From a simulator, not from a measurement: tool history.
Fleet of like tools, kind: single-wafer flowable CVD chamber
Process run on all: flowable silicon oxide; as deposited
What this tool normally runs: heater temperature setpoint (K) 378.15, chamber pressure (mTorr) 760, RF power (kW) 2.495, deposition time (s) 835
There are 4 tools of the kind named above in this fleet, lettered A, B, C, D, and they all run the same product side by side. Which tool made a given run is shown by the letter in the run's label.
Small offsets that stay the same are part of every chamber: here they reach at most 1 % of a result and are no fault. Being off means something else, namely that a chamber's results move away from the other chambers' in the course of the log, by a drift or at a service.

run    day  heater temperature setpoint (K)  chamber pressure (mTorr)  RF power (kW)  deposition time (s)  read-back reference wafer on the same gauge, thickness_nm  mean film thickness on the monitor wafer (nm)
 1D  0.225                           378.15                       760          2.495                  835                                                     350.93                                         414.59
 2C  0.425                           378.15                       760          2.495                  835                                                     351.05                                         412.93
 3B  0.612                           378.15                       760          2.495                  835                                                     350.74                                         416.08
 4A  0.754                           378.15                       760          2.495                  835                                                     350.69                                         418.37
 5A  0.904                           378.15                       760          2.495                  835                                                     351.01                                         416.41
 6B  1.125                           378.15                       760          2.495                  835                                                     350.95                                         416.23
 7C  1.350                           378.15                       760          2.495                  835                                                     351.07                                         414.03
 8D  1.496                           378.15                       760          2.495                  835                                                     350.75                                         414.01
 9C  1.721                           378.15                       760          2.495                  835                                                     351.14                                         413.19
10B  1.850                           378.15                       760          2.495                  835                                                     350.94                                         417.48
11A  1.967                           378.15                       760          2.495                  835                                                     350.96                                         416.11
12D  2.146                           378.15                       760          2.495                  835                                                     350.78                                         413.73
13B  2.250                           378.15                       760          2.495                  835                                                     351.01                                         417.74
14C  2.442                           378.15                       760          2.495                  835                                                     350.90                                         413.22
15D  2.646                           372.15                       760          2.495                  835                                                     351.13                                         511.09
     2.779  -- chamber D: thermocouple changed; heater temperature recalibrated
16A  2.842                           372.15                       760          2.495                  835                                                     351.21                                         504.59
17C  3.071                           372.15                       760          2.495                  835                                                     351.10                                         503.43
18D  3.279                           372.15                       760          2.495                  835                                                     351.30                                         526.53
19B  3.475                           378.15                       760          2.495                  835                                                     351.10                                         415.43
20A  3.646                           378.15                       760          2.495                  835                                                     351.12                                         414.26
21C  3.750                           378.15                       760          2.495                  835                                                     350.91                                         414.53
22D  3.933                           378.15                       760          2.495                  835                                                     351.00                                         431.69
23A  4.083                           388.15                       760          2.495                  835                                                     351.11                                         305.12
24B  4.312                           388.15                       760          2.495                  835                                                     351.02                                         301.49
25D  4.458                           388.15                       760          2.495                  835                                                     351.06                                         312.53

Has any chamber moved away from the others, gradually or after a service, or does the common gauge drift, or do the chambers differ only by their own small steady offsets? State the chamber and the most likely cause if one applies.

A service left chamber D off against the others.
Most likely cause: wafer temperature below the value expected at the setpoint (K) = 1.12.

Chamber D could run next with any of the 4 candidate recipes listed below; each alters the usual settings, and their results appear as question marks. Which one brings its results back in line with what the other chambers deliver on the usual settings?
In-line tolerance around the mean of the other chambers on the usual settings: mean film thickness on the monitor wafer (nm) 4.20
26D-1  4.621                           377.15                       760          2.495                  839                                                                                                         ?
26D-2  4.621                           378.15                       760          2.495                  896                                                                                                         ?
26D-3  4.621                           378.15                       760          2.495                  803                                                                                                         ?
26D-4  4.621                           378.15                       729          2.490                  818                                                                                                         ?

Other chambers, usual settings, mean: mean film thickness on the monitor wafer (nm) 415.26
  run  mean film thickness on the monitor wafer (nm)
26D-1                                         447.84
26D-2                                         462.27
26D-3                                         414.29
26D-4                                         399.83
26D-3 puts the chamber back in line with the other chambers.
